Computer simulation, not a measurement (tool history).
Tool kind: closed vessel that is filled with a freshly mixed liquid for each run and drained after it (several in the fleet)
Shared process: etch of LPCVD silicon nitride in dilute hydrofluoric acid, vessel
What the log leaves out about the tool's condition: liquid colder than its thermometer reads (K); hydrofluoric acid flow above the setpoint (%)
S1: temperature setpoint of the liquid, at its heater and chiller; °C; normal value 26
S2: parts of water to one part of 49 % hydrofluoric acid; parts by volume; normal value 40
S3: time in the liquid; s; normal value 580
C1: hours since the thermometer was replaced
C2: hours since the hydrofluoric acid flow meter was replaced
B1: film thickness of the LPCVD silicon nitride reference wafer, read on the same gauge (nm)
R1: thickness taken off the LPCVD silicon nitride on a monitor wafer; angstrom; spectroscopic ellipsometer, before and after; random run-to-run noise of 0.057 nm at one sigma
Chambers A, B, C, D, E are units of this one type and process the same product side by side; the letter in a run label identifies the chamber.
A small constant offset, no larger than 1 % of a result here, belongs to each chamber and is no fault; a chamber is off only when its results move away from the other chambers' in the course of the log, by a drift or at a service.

run,hour,S1,S2,S3,C1,C2,B1,R1
1E,7.9,26,40,580,327.1,714.6,30.035,80.531
2C,16.2,26,40,580,50.6,74.4,29.993,79.445
3D,20.9,26,40,580,200.6,525.5,30.007,79.488
4A,27.5,26,40,580,1052.7,1376.2,30.007,79.872
5B,33.1,26,40,580,211.9,575.6,29.961,79.370
6E,38.7,26,40,915,357.9,745.4,30.011,123.360
7A,42.6,26,40,915,1067.8,1391.3,29.987,126.040
8D,50.7,26,40,915,230.4,555.3,30.005,125.170
9C,56.8,26,40,915,91.2,115.0,30.018,126.240
10B,61.4,26,40,915,240.2,603.9,30.002,125.710
11E,66.8,26,40,580,386.0,773.5,29.996,78.045
12D,74.0,26,40,580,253.7,578.6,29.986,79.841
13A,82.4,26,40,405,1107.6,1431.1,30.026,56.169
14C,90.8,26,40,405,125.2,149.0,29.995,56.100
15B,96.3,26,40,405,275.1,638.8,29.996,55.074
16E,103.0,26,40,405,422.2,809.7,29.977,55.751
17D,109.4,26,40,405,289.1,614.0,29.977,55.538
18B,114.7,26,40,580,293.5,657.2,30.043,79.583
19A,120.1,26,40,580,1145.3,1468.8,30.006,79.577
20C,125.6,26,40,580,160.0,183.8,30.002,80.695
21A,130.4,26,25,715,1155.6,1479.1,30.027,155.190
22D,137.1,26,25,715,316.8,641.7,29.997,154.990
23C,143.5,26,25,715,177.9,201.7,29.963,155.590
24E,152.0,26,25,715,471.2,858.7,29.986,155.500
25B,159.8,26,25,715,338.6,702.3,29.992,157.770
26B,164.3,26,40,580,343.1,706.8,30.040,80.416
27C,173.1,26,40,580,207.5,231.3,29.989,79.595
28E,180.8,26,40,580,500.0,887.5,30.003,78.506
29A,187.2,26,40,580,1212.4,1535.9,30.005,80.050
30D,194.7,26,40,580,374.4,699.3,30.026,78.977

Predict what each chamber gives when all 5 of them run the settings below next.
31A,201.2,30,40,580,,,,?
31B,201.2,30,40,580,,,,?
31C,201.2,30,40,580,,,,?
31D,201.2,30,40,580,,,,?
31E,201.2,30,40,580,,,,?

run,R1
31A,103.560
31B,104.620
31C,105.930
31D,103.460
31E,103.280

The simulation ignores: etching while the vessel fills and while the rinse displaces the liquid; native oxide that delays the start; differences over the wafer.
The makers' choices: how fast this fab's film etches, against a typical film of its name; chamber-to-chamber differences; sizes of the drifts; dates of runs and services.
